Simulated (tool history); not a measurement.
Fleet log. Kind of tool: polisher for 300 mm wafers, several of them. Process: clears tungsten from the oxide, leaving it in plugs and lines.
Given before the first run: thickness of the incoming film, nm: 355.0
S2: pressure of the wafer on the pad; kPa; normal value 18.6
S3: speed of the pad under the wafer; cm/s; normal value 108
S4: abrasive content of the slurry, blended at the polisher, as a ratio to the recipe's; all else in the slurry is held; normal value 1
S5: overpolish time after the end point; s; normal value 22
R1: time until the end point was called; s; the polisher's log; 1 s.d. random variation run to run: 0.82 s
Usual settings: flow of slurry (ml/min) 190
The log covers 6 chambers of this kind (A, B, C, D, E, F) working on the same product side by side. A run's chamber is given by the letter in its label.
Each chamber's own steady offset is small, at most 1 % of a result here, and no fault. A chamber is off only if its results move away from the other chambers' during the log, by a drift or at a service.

At day 0.033: chamber D: worn pad replaced by a new one.
Run 1F, day 0.212: usual settings. Result: R1 101.82 s.
Run 2D, day 0.392: usual settings. Result: R1 101.83 s.
Run 3C, day 0.579: usual settings. Result: R1 103.51 s.
At day 0.638: chamber E: slurry blender recalibrated.
Run 4E, day 0.871: usual settings. Result: R1 100.31 s.
At day 0.988: chamber E: worn pad replaced by a new one.
Run 5A, day 1.121: usual settings. Result: R1 103.48 s.
At day 1.2: chamber B: worn pad replaced by a new one.
Run 6B, day 1.275: usual settings. Result: R1 102.12 s.
Run 7E, day 1.412: usual settings but S2 16.5 kPa. Result: R1 112.41 s.
At day 1.442: chamber C: slurry tank refilled with fresh slurry and peroxide.
Run 8C, day 1.579: usual settings but S2 16.5 kPa. Result: R1 114.6 s.
At day 1.642: chamber C: slurry blender recalibrated.
At day 1.646: chamber D: slurry tank refilled with fresh slurry and peroxide.
Run 9D, day 1.825: usual settings but S2 16.5 kPa. Result: R1 114.92 s.
Run 10A, day 2.117: usual settings but S2 16.5 kPa. Result: R1 114.12 s.
At day 2.167: chamber A: slurry tank refilled with fresh slurry and peroxide.
Run 11F, day 2.308: usual settings but S2 16.5 kPa. Result: R1 113.13 s.
At day 2.492: chamber E: slurry tank refilled with fresh slurry and peroxide.
At day 2.579: chamber F: slurry blender recalibrated.
Run 12B, day 2.579: usual settings but S2 16.5 kPa. Result: R1 114.38 s.
At day 2.604: chamber F: slurry tank refilled with fresh slurry and peroxide.
At day 2.658: chamber A: head pressure recalibrated.
Run 13B, day 2.821: usual settings. Result: R1 102.62 s.
At day 2.875: chamber D: worn pad replaced by a new one.
Run 14C, day 3.067: usual settings. Result: R1 101.34 s.
At day 3.096: chamber C: worn pad replaced by a new one.
Run 15A, day 3.367: usual settings. Result: R1 101.98 s.
At day 3.4: chamber F: worn pad replaced by a new one.
Run 16D, day 3.596: usual settings. Result: R1 101.32 s.
Run 17F, day 3.808: usual settings. Result: R1 100.03 s.
Run 18E, day 4.008: usual settings. Result: R1 100.79 s.
At day 4.1: chamber A: worn pad replaced by a new one.
Run 19A, day 4.212: usual settings. Result: R1 102.11 s.
Run 20F, day 4.517: usual settings. Result: R1 100.86 s.
Run 21D, day 4.675: usual settings. Result: R1 101.53 s.
Run 22E, day 4.817: usual settings. Result: R1 101.09 s.
At day 4.921: chamber A: slurry tank refilled with fresh slurry and peroxide.
Run 23C, day 4.975: usual settings. Result: R1 100.63 s.
At day 5.108: chamber C: head pressure recalibrated.
Run 24B, day 5.225: usual settings. Result: R1 107.52 s.
At day 5.408: chamber C: slurry nozzle cleaned.
At day 5.471: chamber A: slurry blender recalibrated.
Run 25C, day 5.471: usual settings. Result: R1 99.939 s.
At day 5.692: chamber E: slurry blender recalibrated.
Run 26E, day 5.729: usual settings. Result: R1 100.57 s.
Run 27F, day 5.933: usual settings. Result: R1 101.81 s.
At day 5.958: chamber B: slurry blender recalibrated.
At day 6.204: chamber E: worn pad replaced by a new one.
Run 28D, day 6.229: usual settings. Result: R1 100.67 s.
At day 6.262: chamber D: worn pad replaced by a new one.
At day 6.392: chamber C: slurry tank refilled with fresh slurry and peroxide.
Run 29B, day 6.512: usual settings. Result: R1 106.45 s.
At day 6.575: chamber B: slurry nozzle cleaned.
Run 30A, day 6.721: usual settings. Result: R1 100.85 s.
At day 6.846: chamber E: slurry tank refilled with fresh slurry and peroxide.
Run 31C, day 6.938: usual settings. Result: R1 100.52 s.
At day 6.95: chamber B: head pressure recalibrated.
Run 32B, day 7.154: usual settings but flow of slurry (ml/min) 250, S4 0.75. Result: R1 111.67 s.
Run 33D, day 7.325: usual settings but flow of slurry (ml/min) 250, S4 0.75. Result: R1 104.32 s.
Run 34A, day 7.55: usual settings but flow of slurry (ml/min) 250, S4 0.75. Result: R1 105.09 s.
At day 7.717: chamber C: worn pad replaced by a new one.
Run 35E, day 7.754: usual settings but flow of slurry (ml/min) 250, S4 0.75. Result: R1 103.88 s.
At day 7.921: chamber A: slurry tank refilled with fresh slurry and peroxide.
Run 36F, day 8.021: usual settings but flow of slurry (ml/min) 250, S4 0.75. Result: R1 104.6 s.
At day 8.096: chamber B: worn pad replaced by a new one.
Run 37C, day 8.221: usual settings but flow of slurry (ml/min) 250, S4 0.75. Result: R1 106.09 s.
At day 8.492: chamber D: slurry tank refilled with fresh slurry and peroxide.
Run 38F, day 8.496: usual settings. Result: R1 100.64 s.
Run 39A, day 8.658: usual settings. Result: R1 103.23 s.
Run 40D, day 8.833: usual settings. Result: R1 102.15 s.
Run 41E, day 8.996: usual settings. Result: R1 103.05 s.
Run 42B, day 9.154: usual settings. Result: R1 109.76 s.
Run 43A, day 9.304: usual settings. Result: R1 102.08 s.

For the next run the whole fleet of 6 chambers uses the same settings. Give each chamber's results:
Run 44A, day 9.525: usual settings but S3 80 cm/s. Result: R1 ?.
Run 44B, day 9.525: usual settings but S3 80 cm/s. Result: R1 ?.
Run 44C, day 9.525: usual settings but S3 80 cm/s. Result: R1 ?.
Run 44D, day 9.525: usual settings but S3 80 cm/s. Result: R1 ?.
Run 44E, day 9.525: usual settings but S3 80 cm/s. Result: R1 ?.
Run 44F, day 9.525: usual settings but S3 80 cm/s. Result: R1 ?.

run      R1
44A  138.59
44B  150.08
44C  135.49
44D  135.25
44E  137.56
44F  136.56

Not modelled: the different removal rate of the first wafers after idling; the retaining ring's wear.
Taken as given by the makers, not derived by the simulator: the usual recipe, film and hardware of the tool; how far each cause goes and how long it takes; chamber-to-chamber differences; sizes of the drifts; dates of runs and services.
